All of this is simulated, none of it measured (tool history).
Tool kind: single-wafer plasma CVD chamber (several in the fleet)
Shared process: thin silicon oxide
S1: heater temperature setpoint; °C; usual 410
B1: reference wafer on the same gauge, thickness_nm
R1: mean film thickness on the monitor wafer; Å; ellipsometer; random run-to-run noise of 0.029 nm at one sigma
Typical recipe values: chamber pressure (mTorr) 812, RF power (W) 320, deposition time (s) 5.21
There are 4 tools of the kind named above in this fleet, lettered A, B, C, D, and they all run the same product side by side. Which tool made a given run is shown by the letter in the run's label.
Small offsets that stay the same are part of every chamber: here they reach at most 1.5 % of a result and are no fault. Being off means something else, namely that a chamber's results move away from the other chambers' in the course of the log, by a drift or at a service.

{"run": "1D", "hour": 10.8, "S1": 410, "chamber pressure (mTorr)": 812, "RF power (W)": 320, "deposition time (s)": 5.21, "B1": 9.2979, "R1": 99.285}
{"run": "2C", "hour": 22.9, "S1": 410, "chamber pressure (mTorr)": 812, "RF power (W)": 320, "deposition time (s)": 5.21, "B1": 9.3072, "R1": 98.272}
{"run": "3B", "hour": 34.9, "S1": 410, "chamber pressure (mTorr)": 812, "RF power (W)": 320, "deposition time (s)": 5.21, "B1": 9.295, "R1": 98.996}
{"run": "4A", "hour": 45.0, "S1": 410, "chamber pressure (mTorr)": 812, "RF power (W)": 320, "deposition time (s)": 5.21, "B1": 9.2935, "R1": 98.949}
{"run": "5D", "hour": 55.1, "S1": 405, "chamber pressure (mTorr)": 812, "RF power (W)": 320, "deposition time (s)": 4.5, "B1": 9.2949, "R1": 85.628}
{"run": "6C", "hour": 66.1, "S1": 405, "chamber pressure (mTorr)": 812, "RF power (W)": 320, "deposition time (s)": 4.5, "B1": 9.3055, "R1": 84.771}
{"run": "7A", "hour": 73.9, "S1": 405, "chamber pressure (mTorr)": 812, "RF power (W)": 320, "deposition time (s)": 4.5, "B1": 9.3072, "R1": 85.601}
{"run": "8B", "hour": 84.7, "S1": 405, "chamber pressure (mTorr)": 812, "RF power (W)": 320, "deposition time (s)": 4.5, "B1": 9.2994, "R1": 85.79}
{"run": "9B", "hour": 95.9, "S1": 410, "chamber pressure (mTorr)": 812, "RF power (W)": 320, "deposition time (s)": 5.21, "B1": 9.2976, "R1": 99.429}
{"hour": 97.4, "done": "chamber B: capacitance manometer re-zeroed and calibrated"}
{"run": "10A", "hour": 108.4, "S1": 410, "chamber pressure (mTorr)": 812, "RF power (W)": 320, "deposition time (s)": 5.21, "B1": 9.2994, "R1": 98.905}
{"run": "11D", "hour": 119.5, "S1": 410, "chamber pressure (mTorr)": 812, "RF power (W)": 320, "deposition time (s)": 5.21, "B1": 9.2964, "R1": 99.427}
{"run": "12C", "hour": 133.5, "S1": 410, "chamber pressure (mTorr)": 812, "RF power (W)": 320, "deposition time (s)": 5.21, "B1": 9.3002, "R1": 96.752}
{"run": "13B", "hour": 147.3, "S1": 405, "chamber pressure (mTorr)": 812, "RF power (W)": 275, "deposition time (s)": 5.21, "B1": 9.3024, "R1": 93.656}
{"hour": 149.2, "done": "chamber D: RF generator calibrated"}
{"run": "14A", "hour": 156.8, "S1": 405, "chamber pressure (mTorr)": 812, "RF power (W)": 275, "deposition time (s)": 5.21, "B1": 9.2979, "R1": 93.408}
{"hour": 157.9, "done": "chamber A: thermocouple changed; heater temperature recalibrated"}
{"run": "15D", "hour": 171.2, "S1": 405, "chamber pressure (mTorr)": 812, "RF power (W)": 275, "deposition time (s)": 5.21, "B1": 9.2995, "R1": 93.775}
{"run": "16C", "hour": 180.7, "S1": 405, "chamber pressure (mTorr)": 812, "RF power (W)": 275, "deposition time (s)": 5.21, "B1": 9.304, "R1": 91.268}
{"hour": 184.3, "done": "chamber A: RF generator calibrated"}
{"run": "17C", "hour": 188.7, "S1": 410, "chamber pressure (mTorr)": 812, "RF power (W)": 320, "deposition time (s)": 5.21, "B1": 9.3021, "R1": 96.947}
{"run": "18A", "hour": 201.5, "S1": 410, "chamber pressure (mTorr)": 812, "RF power (W)": 320, "deposition time (s)": 5.21, "B1": 9.2944, "R1": 99.603}
{"run": "19B", "hour": 211.4, "S1": 410, "chamber pressure (mTorr)": 812, "RF power (W)": 320, "deposition time (s)": 5.21, "B1": 9.2983, "R1": 98.36}
{"run": "20D", "hour": 219.1, "S1": 410, "chamber pressure (mTorr)": 812, "RF power (W)": 320, "deposition time (s)": 5.21, "B1": 9.2969, "R1": 98.93}
{"run": "21D", "hour": 226.0, "S1": 410, "chamber pressure (mTorr)": 812, "RF power (W)": 320, "deposition time (s)": 5.21, "B1": 9.2979, "R1": 99.237}
{"run": "22C", "hour": 238.1, "S1": 410, "chamber pressure (mTorr)": 812, "RF power (W)": 320, "deposition time (s)": 5.21, "B1": 9.3015, "R1": 97.004}
{"run": "23B", "hour": 247.7, "S1": 410, "chamber pressure (mTorr)": 812, "RF power (W)": 320, "deposition time (s)": 5.21, "B1": 9.3012, "R1": 98.419}
{"run": "24A", "hour": 261.5, "S1": 410, "chamber pressure (mTorr)": 812, "RF power (W)": 320, "deposition time (s)": 5.21, "B1": 9.3024, "R1": 99.21}
{"run": "25B", "hour": 274.3, "S1": 410, "chamber pressure (mTorr)": 812, "RF power (W)": 320, "deposition time (s)": 5.21, "B1": 9.3041, "R1": 99.03}
{"run": "26C", "hour": 288.6, "S1": 410, "chamber pressure (mTorr)": 812, "RF power (W)": 320, "deposition time (s)": 5.21, "B1": 9.2994, "R1": 96.594}
{"run": "27D", "hour": 295.4, "S1": 410, "chamber pressure (mTorr)": 812, "RF power (W)": 320, "deposition time (s)": 5.21, "B1": 9.3007, "R1": 98.923}
{"run": "28A", "hour": 304.5, "S1": 410, "chamber pressure (mTorr)": 812, "RF power (W)": 320, "deposition time (s)": 5.21, "B1": 9.3012, "R1": 98.712}
{"run": "29D", "hour": 317.2, "S1": 410, "chamber pressure (mTorr)": 812, "RF power (W)": 320, "deposition time (s)": 5.21, "B1": 9.3042, "R1": 99.318}
{"run": "30A", "hour": 329.6, "S1": 410, "chamber pressure (mTorr)": 812, "RF power (W)": 260, "deposition time (s)": 5.21, "B1": 9.2955, "R1": 91.165}
{"hour": 340.2, "done": "chamber B: thermocouple changed; heater temperature recalibrated"}
{"run": "31B", "hour": 343.9, "S1": 410, "chamber pressure (mTorr)": 812, "RF power (W)": 260, "deposition time (s)": 5.21, "B1": 9.2976, "R1": 90.816}
{"run": "32C", "hour": 356.0, "S1": 410, "chamber pressure (mTorr)": 812, "RF power (W)": 260, "deposition time (s)": 5.21, "B1": 9.2987, "R1": 88.039}
{"hour": 365.0, "done": "chamber D: thermocouple changed; heater temperature recalibrated"}
{"run": "33B", "hour": 370.0, "S1": 410, "chamber pressure (mTorr)": 812, "RF power (W)": 260, "deposition time (s)": 5.21, "B1": 9.3, "R1": 90.329}
{"run": "34C", "hour": 378.6, "S1": 410, "chamber pressure (mTorr)": 812, "RF power (W)": 320, "deposition time (s)": 5.21, "B1": 9.2975, "R1": 95.994}
{"run": "35D", "hour": 393.2, "S1": 410, "chamber pressure (mTorr)": 812, "RF power (W)": 320, "deposition time (s)": 5.21, "B1": 9.3064, "R1": 98.985}
{"run": "36A", "hour": 403.7, "S1": 410, "chamber pressure (mTorr)": 812, "RF power (W)": 320, "deposition time (s)": 5.21, "B1": 9.2996, "R1": 98.826}
{"run": "37C", "hour": 412.3, "S1": 410, "chamber pressure (mTorr)": 812, "RF power (W)": 320, "deposition time (s)": 5.21, "B1": 9.2991, "R1": 96.019}
{"run": "38D", "hour": 419.8, "S1": 410, "chamber pressure (mTorr)": 812, "RF power (W)": 320, "deposition time (s)": 5.21, "B1": 9.3028, "R1": 99.069}
{"run": "39A", "hour": 427.7, "S1": 410, "chamber pressure (mTorr)": 812, "RF power (W)": 320, "deposition time (s)": 5.21, "B1": 9.2992, "R1": 98.896}
{"run": "40B", "hour": 435.2, "S1": 410, "chamber pressure (mTorr)": 812, "RF power (W)": 320, "deposition time (s)": 5.21, "B1": 9.2964, "R1": 99.172}
{"run": "41B", "hour": 446.9, "S1": 410, "chamber pressure (mTorr)": 812, "RF power (W)": 320, "deposition time (s)": 5.21, "B1": 9.3003, "R1": 98.448}
{"run": "42C", "hour": 457.8, "S1": 410, "chamber pressure (mTorr)": 812, "RF power (W)": 320, "deposition time (s)": 5.21, "B1": 9.2986, "R1": 95.702}

Next, all 4 chambers run the settings below, one line each with question marks for the results. What does each chamber give?
{"run": "43A", "hour": 468.2, "S1": 410, "chamber pressure (mTorr)": 812, "RF power (W)": 320, "deposition time (s)": 5.21, "R1": "?"}
{"run": "43B", "hour": 468.2, "S1": 410, "chamber pressure (mTorr)": 812, "RF power (W)": 320, "deposition time (s)": 5.21, "R1": "?"}
{"run": "43C", "hour": 468.2, "S1": 410, "chamber pressure (mTorr)": 812, "RF power (W)": 320, "deposition time (s)": 5.21, "R1": "?"}
{"run": "43D", "hour": 468.2, "S1": 410, "chamber pressure (mTorr)": 812, "RF power (W)": 320, "deposition time (s)": 5.21, "R1": "?"}

run=43A R1=99.326
run=43B R1=99.672
run=43C R1=95.545
run=43D R1=99.319

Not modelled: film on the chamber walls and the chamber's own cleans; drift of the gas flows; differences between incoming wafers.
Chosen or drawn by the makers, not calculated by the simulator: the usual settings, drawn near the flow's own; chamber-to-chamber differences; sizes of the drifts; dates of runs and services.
